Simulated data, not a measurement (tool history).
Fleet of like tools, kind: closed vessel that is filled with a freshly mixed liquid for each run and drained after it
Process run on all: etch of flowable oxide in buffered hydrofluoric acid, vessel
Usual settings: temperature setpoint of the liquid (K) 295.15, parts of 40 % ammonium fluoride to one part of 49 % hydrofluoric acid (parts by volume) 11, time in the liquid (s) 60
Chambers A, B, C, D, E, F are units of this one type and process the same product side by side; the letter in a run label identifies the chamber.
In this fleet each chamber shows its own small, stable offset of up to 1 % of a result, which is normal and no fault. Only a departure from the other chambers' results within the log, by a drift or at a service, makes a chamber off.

run,hour,temperature setpoint of the liquid (K),parts of 40 % ammonium fluoride to one part of 49 % hydrofluoric acid (parts by volume),time in the liquid (s),hours since the thermometer was replaced,hours since the hydrofluoric acid flow meter was replaced,"read-back film thickness of the flowable oxide reference wafer, read on the same gauge (nm)",thickness taken off the flowable oxide on a monitor wafer (Å)
1D,2.8,295.15,11,60,689.6,1943.7,120,2941.7
2E,5.5,295.15,11,60,2297.6,158.1,120,2910.4
3F,8.9,295.15,11,60,2205.4,445.8,120.01,2951.2
4B,11.1,295.15,11,60,817.1,166.5,119.97,2927.4
5C,14.3,295.15,11,60,184.8,603.7,120,2904.6
6A,16.8,295.15,11,60,1143.1,456.1,120.03,2892.5
7F,20.6,295.15,11,60,2217.1,457.5,120.02,3016
8C,25.2,295.15,15,75,195.7,614.6,120.02,2702.3
9D,28.1,295.15,15,75,714.9,1969,120.05,2657.5
10E,32.9,295.15,15,75,2325,185.5,120.03,2733.3
# hour 34.8: chamber A: thermometer replaced
# hour 36.1: chamber F: hydrofluoric acid flow meter replaced
11A,37.1,295.15,15,75,2.4,476.4,120.02,2683
12B,39.7,295.15,15,75,845.7,195.1,120.02,2715.4
13A,43.8,295.15,15,75,9.1,483.1,119.97,2669.9
14E,48.7,295.15,11,60,2340.8,201.3,120.03,2933.9
15C,51.5,295.15,11,60,222,640.9,120.04,2905.1
16F,54.7,295.15,11,60,2251.2,18.6,120.02,2931.6
17D,59.6,295.15,11,60,746.4,2000.5,119.97,2895.9
18B,62.1,295.15,11,60,868.1,217.5,119.97,2957.7
19F,64.3,295.15,11,60,2260.8,28.2,119.99,2928.4
20D,68.8,295.15,11,60,755.6,2009.7,120.02,2921.3
21E,73.6,295.15,11,60,2365.7,226.2,119.97,2925.2
# hour 76.2: chamber F: thermometer replaced
22C,78.1,295.15,11,60,248.6,667.5,119.98,2933
23A,81.2,295.15,11,60,46.5,520.5,119.98,2877.3
24B,83.7,295.15,11,35,889.7,239.1,120.02,1674.8
25D,87.3,295.15,11,35,774.1,2028.2,119.99,1666.7
26C,89.7,295.15,11,35,260.2,679.1,120.02,1699.1
27F,94.5,295.15,11,35,18.3,58.4,119.96,1698.8
28E,97.9,295.15,11,35,2390,250.5,119.99,1699.4
29B,102.1,295.15,11,35,908.1,257.5,120.01,1618.8
30A,105,295.15,11,60,70.3,544.3,119.97,2854.4
31B,109.7,295.15,11,60,915.7,265.1,119.98,2725.3
32D,113.5,295.15,11,90,800.3,2054.4,119.99,4370.2
33E,116.4,295.15,11,90,2408.5,269,120.01,4312.8
34C,121.3,295.15,11,90,291.8,710.7,120.03,4397.4
35F,123.7,295.15,11,90,47.5,87.6,120.01,4394
36A,128.3,295.15,11,90,93.6,567.6,120.01,4353.6
37C,132,295.15,11,90,302.5,721.4,119.97,4356.8
38F,136.8,295.15,15,80,60.6,100.7,120.05,2911.9

All 6 chambers run these settings next. Forecast each chamber's results:
39A,140.3,295.15,11,60,,,,?
39B,140.3,295.15,11,60,,,,?
39C,140.3,295.15,11,60,,,,?
39D,140.3,295.15,11,60,,,,?
39E,140.3,295.15,11,60,,,,?
39F,140.3,295.15,11,60,,,,?

run,thickness taken off the flowable oxide on a monitor wafer (Å)
39A,2907.7
39B,2728.9
39C,2887.5
39D,2924.9
39E,2918.4
39F,2933.2
